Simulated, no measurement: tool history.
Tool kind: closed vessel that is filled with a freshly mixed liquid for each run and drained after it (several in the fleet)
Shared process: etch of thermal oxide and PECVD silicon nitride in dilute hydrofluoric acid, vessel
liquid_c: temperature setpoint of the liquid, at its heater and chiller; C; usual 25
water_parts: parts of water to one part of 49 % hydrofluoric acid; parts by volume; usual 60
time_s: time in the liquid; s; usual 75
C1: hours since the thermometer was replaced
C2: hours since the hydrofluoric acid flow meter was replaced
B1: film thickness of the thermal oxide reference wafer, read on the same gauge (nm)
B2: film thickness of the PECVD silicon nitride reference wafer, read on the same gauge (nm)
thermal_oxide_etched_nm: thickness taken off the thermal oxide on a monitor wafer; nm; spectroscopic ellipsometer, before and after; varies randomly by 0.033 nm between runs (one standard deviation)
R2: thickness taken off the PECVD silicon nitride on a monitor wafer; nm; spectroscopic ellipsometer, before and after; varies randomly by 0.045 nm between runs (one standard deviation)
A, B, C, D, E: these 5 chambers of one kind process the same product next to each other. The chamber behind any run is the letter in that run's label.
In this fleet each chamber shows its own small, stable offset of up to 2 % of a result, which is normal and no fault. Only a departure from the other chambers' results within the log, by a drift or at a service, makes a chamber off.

Run 1A, day 0.308: usual settings; C1 224.8; C2 938.3; B1 50.009; B2 39.978. Result: thermal_oxide_etched_nm 6.2524 nm, R2 6.761 nm.
Run 2D, day 0.525: usual settings; C1 851.6; C2 1276.7; B1 49.997; B2 39.937. Result: thermal_oxide_etched_nm 6.2625 nm, R2 6.7491 nm.
Run 3E, day 0.717: usual settings; C1 592.8; C2 282.5; B1 50.008; B2 39.986. Result: thermal_oxide_etched_nm 6.3798 nm, R2 6.6463 nm.
Run 4C, day 1.017: usual settings; C1 225.7; C2 42.3; B1 50.005; B2 39.995. Result: thermal_oxide_etched_nm 6.294 nm, R2 6.6768 nm.
Run 5B, day 1.3: usual settings; C1 1189.5; C2 833.9; B1 49.996; B2 40.017. Result: thermal_oxide_etched_nm 6.2623 nm, R2 6.7321 nm.
Run 6C, day 1.596: usual settings; C1 239.6; C2 56.2; B1 50.009; B2 40.011. Result: thermal_oxide_etched_nm 6.3319 nm, R2 6.6539 nm.
Run 7A, day 1.942: usual settings; C1 264; C2 977.5; B1 50.002; B2 39.989. Result: thermal_oxide_etched_nm 6.2493 nm, R2 6.7781 nm.
Run 8B, day 2.192: usual settings; C1 1210.9; C2 855.3; B1 50.007; B2 40.015. Result: thermal_oxide_etched_nm 6.319 nm, R2 6.7084 nm.
Run 9D, day 2.483: usual settings; C1 898.6; C2 1323.7; B1 49.994; B2 39.971. Result: thermal_oxide_etched_nm 6.3205 nm, R2 6.7422 nm.
Run 10E, day 2.817: usual settings; C1 643.2; C2 332.9; B1 49.987; B2 40.014. Result: thermal_oxide_etched_nm 6.3892 nm, R2 6.6125 nm.
Run 11D, day 3.029: usual settings but time_s 35 s; C1 911.7; C2 1336.8; B1 50.011; B2 39.973. Result: thermal_oxide_etched_nm 2.9478 nm, R2 3.122 nm.
Run 12E, day 3.288: usual settings but time_s 35 s; C1 654.5; C2 344.2; B1 49.99; B2 39.979. Result: thermal_oxide_etched_nm 3.0016 nm, R2 3.0702 nm.
Run 13B, day 3.462: usual settings but time_s 35 s; C1 1241.4; C2 885.8; B1 49.986; B2 40.001. Result: thermal_oxide_etched_nm 2.9347 nm, R2 3.1251 nm.
At day 3.596: chamber A: hydrofluoric acid flow meter replaced.
Run 14C, day 3.667: usual settings but time_s 35 s; C1 289.3; C2 105.9; B1 50.012; B2 40.026. Result: thermal_oxide_etched_nm 2.9459 nm, R2 3.1157 nm.
Run 15A, day 3.85: usual settings but time_s 35 s; C1 309.8; C2 6.2; B1 49.992; B2 39.997. Result: thermal_oxide_etched_nm 2.937 nm, R2 3.1519 nm.
Run 16C, day 4.158: usual settings but water_parts 75 parts by volume, time_s 115 s; C1 301.1; C2 117.7; B1 49.996; B2 40.026. Result: thermal_oxide_etched_nm 7.5768 nm, R2 8.1788 nm.
Run 17B, day 4.433: usual settings but water_parts 75 parts by volume, time_s 115 s; C1 1264.7; C2 909.1; B1 50.004; B2 39.985. Result: thermal_oxide_etched_nm 7.565 nm, R2 8.2766 nm.
Run 18E, day 4.621: usual settings but water_parts 75 parts by volume, time_s 115 s; C1 686.5; C2 376.2; B1 49.993; B2 39.994. Result: thermal_oxide_etched_nm 7.7 nm, R2 8.2649 nm.
Run 19D, day 4.967: usual settings but water_parts 75 parts by volume, time_s 115 s; C1 958.2; C2 1383.3; B1 49.987; B2 40.016. Result: thermal_oxide_etched_nm 7.5212 nm, R2 8.3728 nm.
Run 20A, day 5.171: usual settings but water_parts 75 parts by volume, time_s 115 s; C1 341.5; C2 37.9; B1 49.998; B2 40.056. Result: thermal_oxide_etched_nm 7.5675 nm, R2 8.2703 nm.
At day 5.283: chamber B: hydrofluoric acid flow meter replaced.
Run 21E, day 5.517: usual settings; C1 708; C2 397.7; B1 49.98; B2 39.991. Result: thermal_oxide_etched_nm 6.4412 nm, R2 6.664 nm.
Run 22A, day 5.804: usual settings; C1 356.7; C2 53.1; B1 50.006; B2 40.003. Result: thermal_oxide_etched_nm 6.2697 nm, R2 6.6872 nm.
Run 23C, day 6.154: usual settings; C1 349; C2 165.6; B1 50.002; B2 40. Result: thermal_oxide_etched_nm 6.2505 nm, R2 6.5912 nm.
Run 24D, day 6.329: usual settings but water_parts 35 parts by volume; C1 990.9; C2 1416; B1 50.009; B2 40.013. Result: thermal_oxide_etched_nm 11.137 nm, R2 11.419 nm.
Run 25B, day 6.592: usual settings but water_parts 35 parts by volume; C1 1316.5; C2 31.4; B1 49.992; B2 40.023. Result: thermal_oxide_etched_nm 11.24 nm, R2 11.418 nm.
Run 26B, day 6.912: usual settings but water_parts 35 parts by volume; C1 1324.2; C2 39.1; B1 49.992; B2 39.997. Result: thermal_oxide_etched_nm 11.134 nm, R2 11.442 nm.
Run 27C, day 7.196: usual settings but water_parts 35 parts by volume; C1 374; C2 190.6; B1 49.991; B2 39.986. Result: thermal_oxide_etched_nm 11.075 nm, R2 11.226 nm.
Run 28D, day 7.383: usual settings but water_parts 35 parts by volume; C1 1016.2; C2 1441.3; B1 50.014; B2 39.982. Result: thermal_oxide_etched_nm 11.075 nm, R2 11.369 nm.
Run 29E, day 7.675: usual settings; C1 759.8; C2 449.5; B1 50.019; B2 40.015. Result: thermal_oxide_etched_nm 6.4037 nm, R2 6.7315 nm.
Run 30A, day 7.996: usual settings; C1 409.3; C2 105.7; B1 50.004; B2 39.923. Result: thermal_oxide_etched_nm 6.303 nm, R2 6.7484 nm.
Run 31C, day 8.283: usual settings; C1 400.1; C2 216.7; B1 50.007; B2 40.013. Result: thermal_oxide_etched_nm 6.3111 nm, R2 6.7639 nm.
Run 32E, day 8.479: usual settings but time_s 90 s; C1 779.1; C2 468.8; B1 50.001; B2 39.964. Result: thermal_oxide_etched_nm 7.7518 nm, R2 7.9951 nm.
Run 33A, day 8.75: usual settings but time_s 90 s; C1 427.4; C2 123.8; B1 49.993; B2 40.038. Result: thermal_oxide_etched_nm 7.5368 nm, R2 8.0334 nm.
Run 34B, day 9.058: usual settings but time_s 90 s; C1 1375.7; C2 90.6; B1 50.014; B2 39.991. Result: thermal_oxide_etched_nm 7.6481 nm, R2 8.0533 nm.
Run 35D, day 9.292: usual settings but time_s 90 s; C1 1062; C2 1487.1; B1 49.992; B2 40.026. Result: thermal_oxide_etched_nm 7.5237 nm, R2 8.0319 nm.
Run 36E, day 9.542: usual settings but time_s 90 s; C1 804.6; C2 494.3; B1 50.008; B2 40.015. Result: thermal_oxide_etched_nm 7.6529 nm, R2 8.1148 nm.
Run 37C, day 9.867: usual settings; C1 438.1; C2 254.7; B1 49.986; B2 40.031. Result: thermal_oxide_etched_nm 6.3017 nm, R2 6.7555 nm.
Run 38A, day 10.067: usual settings; C1 459; C2 155.4; B1 50.003; B2 39.991. Result: thermal_oxide_etched_nm 6.217 nm, R2 6.7956 nm.
Run 39D, day 10.417: usual settings; C1 1089; C2 1514.1; B1 49.994; B2 39.991. Result: thermal_oxide_etched_nm 6.3432 nm, R2 6.7334 nm.
Run 40B, day 10.675: usual settings; C1 1414.5; C2 129.4; B1 50.004; B2 39.925. Result: thermal_oxide_etched_nm 6.2806 nm, R2 6.6418 nm.
Run 41E, day 10.929: usual settings; C1 837.9; C2 527.6; B1 50.001; B2 39.961. Result: thermal_oxide_etched_nm 6.3621 nm, R2 6.6483 nm.
Run 42A, day 11.229: usual settings; C1 486.9; C2 183.3; B1 50.015; B2 39.988. Result: thermal_oxide_etched_nm 6.3129 nm, R2 6.7442 nm.

Read the log: is a single chamber off, either drifting away or since a service, is the gauge that measures every chamber drifting, or is nothing wrong beyond small per-chamber offsets? Name any odd chamber and what most likely caused it.

Beyond each chamber's small constant offset nothing stands out, and the gauge stays steady.
